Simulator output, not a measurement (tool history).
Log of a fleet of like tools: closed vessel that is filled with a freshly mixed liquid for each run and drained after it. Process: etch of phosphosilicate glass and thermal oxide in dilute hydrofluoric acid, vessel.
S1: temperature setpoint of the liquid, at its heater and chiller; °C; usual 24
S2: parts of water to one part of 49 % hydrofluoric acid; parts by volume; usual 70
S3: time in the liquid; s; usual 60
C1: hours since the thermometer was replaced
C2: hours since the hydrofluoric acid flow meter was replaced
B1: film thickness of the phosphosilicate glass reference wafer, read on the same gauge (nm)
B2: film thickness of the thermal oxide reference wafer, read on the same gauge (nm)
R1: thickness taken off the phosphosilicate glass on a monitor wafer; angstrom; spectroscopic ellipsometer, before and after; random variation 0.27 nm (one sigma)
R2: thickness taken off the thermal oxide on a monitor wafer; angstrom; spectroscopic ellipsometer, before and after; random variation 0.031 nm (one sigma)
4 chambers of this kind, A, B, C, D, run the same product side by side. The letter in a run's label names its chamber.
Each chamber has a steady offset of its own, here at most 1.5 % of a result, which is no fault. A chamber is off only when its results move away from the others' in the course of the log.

{"run": "1C", "hour": 7.9, "S1": 24, "S2": 70, "S3": 60, "C1": 401.8, "C2": 84.7, "B1": 120.02, "B2": 39.995, "R1": 538.23, "R2": 40.592}
{"run": "2D", "hour": 16.8, "S1": 24, "S2": 70, "S3": 60, "C1": 2940.4, "C2": 607.4, "B1": 120.01, "B2": 39.993, "R1": 547.75, "R2": 40.521}
{"run": "3A", "hour": 24.6, "S1": 24, "S2": 70, "S3": 60, "C1": 668.6, "C2": 1141.1, "B1": 119.97, "B2": 40.007, "R1": 540.3, "R2": 40.704}
{"run": "4B", "hour": 35.9, "S1": 24, "S2": 70, "S3": 60, "C1": 306.9, "C2": 450.4, "B1": 120, "B2": 40.007, "R1": 549.96, "R2": 40.27}
{"run": "5A", "hour": 48.3, "S1": 24, "S2": 70, "S3": 35, "C1": 692.3, "C2": 1164.8, "B1": 120.01, "B2": 40.008, "R1": 316.54, "R2": 23.599}
{"run": "6B", "hour": 62.4, "S1": 24, "S2": 70, "S3": 35, "C1": 333.4, "C2": 476.9, "B1": 119.97, "B2": 39.986, "R1": 318.94, "R2": 23.598}
{"run": "7C", "hour": 74.7, "S1": 24, "S2": 70, "S3": 35, "C1": 468.6, "C2": 151.5, "B1": 119.97, "B2": 40.005, "R1": 311.29, "R2": 23.88}
{"run": "8D", "hour": 88.1, "S1": 24, "S2": 70, "S3": 35, "C1": 3011.7, "C2": 678.7, "B1": 120.05, "B2": 40.037, "R1": 315.64, "R2": 23.979}
{"run": "9D", "hour": 95.4, "S1": 24, "S2": 70, "S3": 60, "C1": 3019, "C2": 686, "B1": 119.99, "B2": 40.009, "R1": 548.54, "R2": 40.823}
{"run": "10A", "hour": 105.4, "S1": 24, "S2": 70, "S3": 60, "C1": 749.4, "C2": 1221.9, "B1": 120.01, "B2": 39.981, "R1": 547.4, "R2": 40.544}
{"run": "11C", "hour": 121.4, "S1": 24, "S2": 70, "S3": 60, "C1": 515.3, "C2": 198.2, "B1": 119.99, "B2": 40.016, "R1": 540.89, "R2": 40.345}
{"run": "12B", "hour": 132.4, "S1": 24, "S2": 70, "S3": 60, "C1": 403.4, "C2": 546.9, "B1": 120, "B2": 39.986, "R1": 550.49, "R2": 40.239}
{"run": "13D", "hour": 142.1, "S1": 24, "S2": 70, "S3": 60, "C1": 3065.7, "C2": 732.7, "B1": 120.04, "B2": 40.014, "R1": 547.48, "R2": 40.097}
{"hour": 151.8, "done": "chamber B: hydrofluoric acid flow meter replaced"}
{"run": "14C", "hour": 156.0, "S1": 19, "S2": 45, "S3": 60, "C1": 549.9, "C2": 232.8, "B1": 119.96, "B2": 39.988, "R1": 700.64, "R2": 53.192}
{"run": "15B", "hour": 165.3, "S1": 19, "S2": 45, "S3": 60, "C1": 436.3, "C2": 13.6, "B1": 120.03, "B2": 40.014, "R1": 711.82, "R2": 52.053}
{"hour": 168.4, "done": "chamber D: thermometer replaced"}
{"run": "16A", "hour": 173.6, "S1": 19, "S2": 45, "S3": 60, "C1": 817.6, "C2": 1290.1, "B1": 119.98, "B2": 39.984, "R1": 707.85, "R2": 53.084}
{"run": "17B", "hour": 185.1, "S1": 19, "S2": 45, "S3": 60, "C1": 456.1, "C2": 33.4, "B1": 120.01, "B2": 40.007, "R1": 715.25, "R2": 52.621}
{"run": "18A", "hour": 199.6, "S1": 24, "S2": 70, "S3": 60, "C1": 843.6, "C2": 1316.1, "B1": 120, "B2": 40.01, "R1": 543.06, "R2": 40.874}
{"run": "19D", "hour": 212.3, "S1": 24, "S2": 70, "S3": 60, "C1": 44, "C2": 802.9, "B1": 119.99, "B2": 40.002, "R1": 544.9, "R2": 40.058}
{"run": "20C", "hour": 224.6, "S1": 24, "S2": 70, "S3": 60, "C1": 618.5, "C2": 301.4, "B1": 119.99, "B2": 39.995, "R1": 536.98, "R2": 40.669}
{"run": "21D", "hour": 231.9, "S1": 24, "S2": 70, "S3": 60, "C1": 63.6, "C2": 822.5, "B1": 119.95, "B2": 40.002, "R1": 544.95, "R2": 40.62}
{"run": "22C", "hour": 240.7, "S1": 24, "S2": 70, "S3": 60, "C1": 634.6, "C2": 317.5, "B1": 119.99, "B2": 39.987, "R1": 537.98, "R2": 40.409}
{"run": "23A", "hour": 254.2, "S1": 26.5, "S2": 105, "S3": 60, "C1": 898.2, "C2": 1370.7, "B1": 120, "B2": 39.976, "R1": 381.25, "R2": 28.878}
{"run": "24B", "hour": 268.9, "S1": 26.5, "S2": 105, "S3": 60, "C1": 539.9, "C2": 117.2, "B1": 120.02, "B2": 39.991, "R1": 383.27, "R2": 28.326}
{"run": "25D", "hour": 276.4, "S1": 26.5, "S2": 105, "S3": 60, "C1": 108.1, "C2": 867, "B1": 120.04, "B2": 39.978, "R1": 386.3, "R2": 28.813}
{"run": "26C", "hour": 287.0, "S1": 26.5, "S2": 105, "S3": 60, "C1": 680.9, "C2": 363.8, "B1": 120.01, "B2": 40.01, "R1": 376.49, "R2": 28.76}
{"run": "27A", "hour": 300.3, "S1": 24, "S2": 70, "S3": 60, "C1": 944.3, "C2": 1416.8, "B1": 120.04, "B2": 39.997, "R1": 546.26, "R2": 40.786}

All 4 chambers run these settings next. Forecast each chamber's results:
{"run": "28A", "hour": 312.0, "S1": 24, "S2": 70, "S3": 60, "R1": "?", "R2": "?"}
{"run": "28B", "hour": 312.0, "S1": 24, "S2": 70, "S3": 60, "R1": "?", "R2": "?"}
{"run": "28C", "hour": 312.0, "S1": 24, "S2": 70, "S3": 60, "R1": "?", "R2": "?"}
{"run": "28D", "hour": 312.0, "S1": 24, "S2": 70, "S3": 60, "R1": "?", "R2": "?"}

run=28A R1=546.45 R2=40.795
run=28B R1=551.12 R2=40.254
run=28C R1=536.96 R2=40.316
run=28D R1=543.57 R2=40.224
